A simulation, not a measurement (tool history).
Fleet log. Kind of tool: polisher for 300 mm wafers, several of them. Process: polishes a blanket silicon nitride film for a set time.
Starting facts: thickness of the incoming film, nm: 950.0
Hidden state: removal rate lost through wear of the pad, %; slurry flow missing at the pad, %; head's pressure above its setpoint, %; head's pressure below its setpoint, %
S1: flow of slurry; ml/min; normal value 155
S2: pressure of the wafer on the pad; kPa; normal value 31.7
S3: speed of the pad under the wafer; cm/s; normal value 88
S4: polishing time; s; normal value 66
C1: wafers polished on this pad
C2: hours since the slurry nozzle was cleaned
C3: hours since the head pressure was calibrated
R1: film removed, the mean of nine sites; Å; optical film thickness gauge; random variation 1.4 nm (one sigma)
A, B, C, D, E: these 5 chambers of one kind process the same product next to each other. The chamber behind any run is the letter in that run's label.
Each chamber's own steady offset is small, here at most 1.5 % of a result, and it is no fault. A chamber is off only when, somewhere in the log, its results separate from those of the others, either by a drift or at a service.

{"run": "1C", "hour": 5.0, "S1": 155, "S2": 31.7, "S3": 88, "S4": 66, "C1": 725, "C2": 39.9, "C3": 287.5, "R1": 1403.7}
{"run": "2A", "hour": 12.5, "S1": 155, "S2": 31.7, "S3": 88, "S4": 66, "C1": 565, "C2": 119.5, "C3": 1264.1, "R1": 1435.1}
{"hour": 14.1, "done": "chamber D: worn pad replaced by a new one"}
{"hour": 16.7, "done": "chamber A: worn pad replaced by a new one"}
{"run": "3D", "hour": 17.6, "S1": 155, "S2": 31.7, "S3": 88, "S4": 66, "C1": 49, "C2": 250.4, "C3": 130.6, "R1": 1394.8}
{"hour": 19.1, "done": "chamber C: worn pad replaced by a new one"}
{"run": "4B", "hour": 23.5, "S1": 155, "S2": 31.7, "S3": 88, "S4": 66, "C1": 388, "C2": 78.8, "C3": 646, "R1": 1433.7}
{"run": "5E", "hour": 31.2, "S1": 155, "S2": 26.9, "S3": 78, "S4": 66, "C1": 910, "C2": 249.1, "C3": 873.2, "R1": 1095.3}
{"run": "6D", "hour": 40.2, "S1": 155, "S2": 26.9, "S3": 78, "S4": 66, "C1": 365, "C2": 273, "C3": 153.2, "R1": 1085}
{"run": "7A", "hour": 45.4, "S1": 155, "S2": 26.9, "S3": 78, "S4": 66, "C1": 401, "C2": 152.4, "C3": 1297, "R1": 1119.3}
{"hour": 51.9, "done": "chamber A: worn pad replaced by a new one"}
{"run": "8C", "hour": 52.4, "S1": 155, "S2": 26.9, "S3": 78, "S4": 66, "C1": 466, "C2": 87.3, "C3": 334.9, "R1": 1060.2}
{"run": "9E", "hour": 58.9, "S1": 155, "S2": 26.9, "S3": 78, "S4": 66, "C1": 1297, "C2": 276.8, "C3": 900.9, "R1": 1093.8}
{"hour": 60.7, "done": "chamber E: worn pad replaced by a new one"}
{"run": "10B", "hour": 64.6, "S1": 155, "S2": 31.7, "S3": 88, "S4": 66, "C1": 962, "C2": 119.9, "C3": 687.1, "R1": 1397.8}
{"hour": 67.3, "done": "chamber B: worn pad replaced by a new one"}
{"run": "11D", "hour": 69.0, "S1": 155, "S2": 31.7, "S3": 88, "S4": 66, "C1": 767, "C2": 301.8, "C3": 182, "R1": 1404.1}
{"hour": 76.1, "done": "chamber E: slurry nozzle cleaned"}
{"run": "12A", "hour": 76.8, "S1": 155, "S2": 31.7, "S3": 88, "S4": 66, "C1": 349, "C2": 183.8, "C3": 1328.4, "R1": 1440.7}
{"run": "13E", "hour": 81.8, "S1": 155, "S2": 31.7, "S3": 88, "S4": 66, "C1": 295, "C2": 5.8, "C3": 923.8, "R1": 1403.5}
{"hour": 81.9, "done": "chamber C: worn pad replaced by a new one"}
{"hour": 85.8, "done": "chamber A: worn pad replaced by a new one"}
{"hour": 86.3, "done": "chamber D: worn pad replaced by a new one"}
{"run": "14C", "hour": 87.3, "S1": 155, "S2": 31.7, "S3": 88, "S4": 66, "C1": 76, "C2": 122.2, "C3": 369.8, "R1": 1401}
{"run": "15B", "hour": 92.4, "S1": 155, "S2": 31.7, "S3": 70, "S4": 82, "C1": 351, "C2": 147.7, "C3": 714.9, "R1": 1468.9}
{"run": "16C", "hour": 96.4, "S1": 155, "S2": 31.7, "S3": 70, "S4": 82, "C1": 203, "C2": 131.3, "C3": 378.9, "R1": 1477.1}
{"run": "17D", "hour": 104.1, "S1": 155, "S2": 31.7, "S3": 70, "S4": 82, "C1": 249, "C2": 336.9, "C3": 217.1, "R1": 1503.8}
{"hour": 105.2, "done": "chamber B: head pressure recalibrated"}
{"run": "18B", "hour": 109.5, "S1": 155, "S2": 31.7, "S3": 70, "S4": 82, "C1": 590, "C2": 164.8, "C3": 4.3, "R1": 1297.8}
{"run": "19A", "hour": 116.1, "S1": 155, "S2": 31.7, "S3": 70, "S4": 82, "C1": 424, "C2": 223.1, "C3": 1367.7, "R1": 1500.5}
{"run": "20E", "hour": 120.5, "S1": 155, "S2": 31.7, "S3": 88, "S4": 66, "C1": 836, "C2": 44.5, "C3": 962.5, "R1": 1408.6}
{"hour": 127.1, "done": "chamber A: worn pad replaced by a new one"}
{"run": "21E", "hour": 128.3, "S1": 155, "S2": 31.7, "S3": 88, "S4": 66, "C1": 945, "C2": 52.3, "C3": 970.3, "R1": 1416.5}
{"hour": 131.0, "done": "chamber B: worn pad replaced by a new one"}
{"run": "22D", "hour": 132.3, "S1": 155, "S2": 31.7, "S3": 88, "S4": 66, "C1": 643, "C2": 365.1, "C3": 245.3, "R1": 1435.9}
{"run": "23C", "hour": 136.3, "S1": 155, "S2": 31.7, "S3": 88, "S4": 66, "C1": 761, "C2": 171.2, "C3": 418.8, "R1": 1407.2}
{"run": "24B", "hour": 144.8, "S1": 155, "S2": 31.7, "S3": 88, "S4": 66, "C1": 193, "C2": 200.1, "C3": 39.6, "R1": 1255.9}
{"hour": 147.5, "done": "chamber C: worn pad replaced by a new one"}
{"run": "25A", "hour": 150.3, "S1": 155, "S2": 31.7, "S3": 88, "S4": 66, "C1": 324, "C2": 257.3, "C3": 1401.9, "R1": 1435.1}
{"run": "26B", "hour": 155.0, "S1": 155, "S2": 31.7, "S3": 88, "S4": 66, "C1": 336, "C2": 210.3, "C3": 49.8, "R1": 1258.3}
{"hour": 155.8, "done": "chamber E: worn pad replaced by a new one"}
{"run": "27E", "hour": 159.5, "S1": 210, "S2": 31.7, "S3": 88, "S4": 66, "C1": 52, "C2": 83.5, "C3": 1001.5, "R1": 1481.8}
{"run": "28A", "hour": 165.2, "S1": 210, "S2": 31.7, "S3": 88, "S4": 66, "C1": 533, "C2": 272.2, "C3": 1416.8, "R1": 1493.6}
{"hour": 165.5, "done": "chamber D: worn pad replaced by a new one"}
{"run": "29C", "hour": 172.3, "S1": 210, "S2": 31.7, "S3": 88, "S4": 66, "C1": 347, "C2": 207.2, "C3": 454.8, "R1": 1452.2}
{"run": "30D", "hour": 177.1, "S1": 210, "S2": 31.7, "S3": 88, "S4": 66, "C1": 163, "C2": 409.9, "C3": 290.1, "R1": 1515}
{"run": "31D", "hour": 185.7, "S1": 210, "S2": 31.7, "S3": 88, "S4": 66, "C1": 283, "C2": 418.5, "C3": 298.7, "R1": 1470.8}
{"run": "32B", "hour": 191.9, "S1": 155, "S2": 31.7, "S3": 98, "S4": 66, "C1": 852, "C2": 247.2, "C3": 86.7, "R1": 1357.6}
{"run": "33E", "hour": 199.0, "S1": 155, "S2": 31.7, "S3": 98, "S4": 66, "C1": 604, "C2": 123, "C3": 1041, "R1": 1571.9}

One chamber off, gauge drift, or nothing amiss beyond the chambers' own small offsets? If it is a chamber, which one, and what is the likeliest cause?

Chamber B came out of a service off from its peers and stayed that way.
Likeliest cause: head's pressure below its setpoint, % = 10.7.

Chamber B could run next with any of the 4 candidate recipes listed below; each alters the usual settings, and their results appear as question marks. Which one brings its results back in line with what the other chambers deliver on the usual settings?
In-line tolerance around the mean of the other chambers on the usual settings: R1 48 Å
{"run": "34B-1", "hour": 205.5, "S1": 160, "S2": 38.6, "S3": 88, "S4": 66, "R1": "?"}
{"run": "34B-2", "hour": 205.5, "S1": 155, "S2": 35.9, "S3": 88, "S4": 66, "R1": "?"}
{"run": "34B-3", "hour": 205.5, "S1": 155, "S2": 31.7, "S3": 68, "S4": 66, "R1": "?"}
{"run": "34B-4", "hour": 205.5, "S1": 155, "S2": 31.7, "S3": 76, "S4": 66, "R1": "?"}

The other chambers' mean on the usual settings: R1 1421.4 Å
run=34B-1 R1=1538.2
run=34B-2 R1=1421.7
run=34B-3 R1=1022.3
run=34B-4 R1=1118.4
It is 34B-2 that realigns the chamber with its peers.
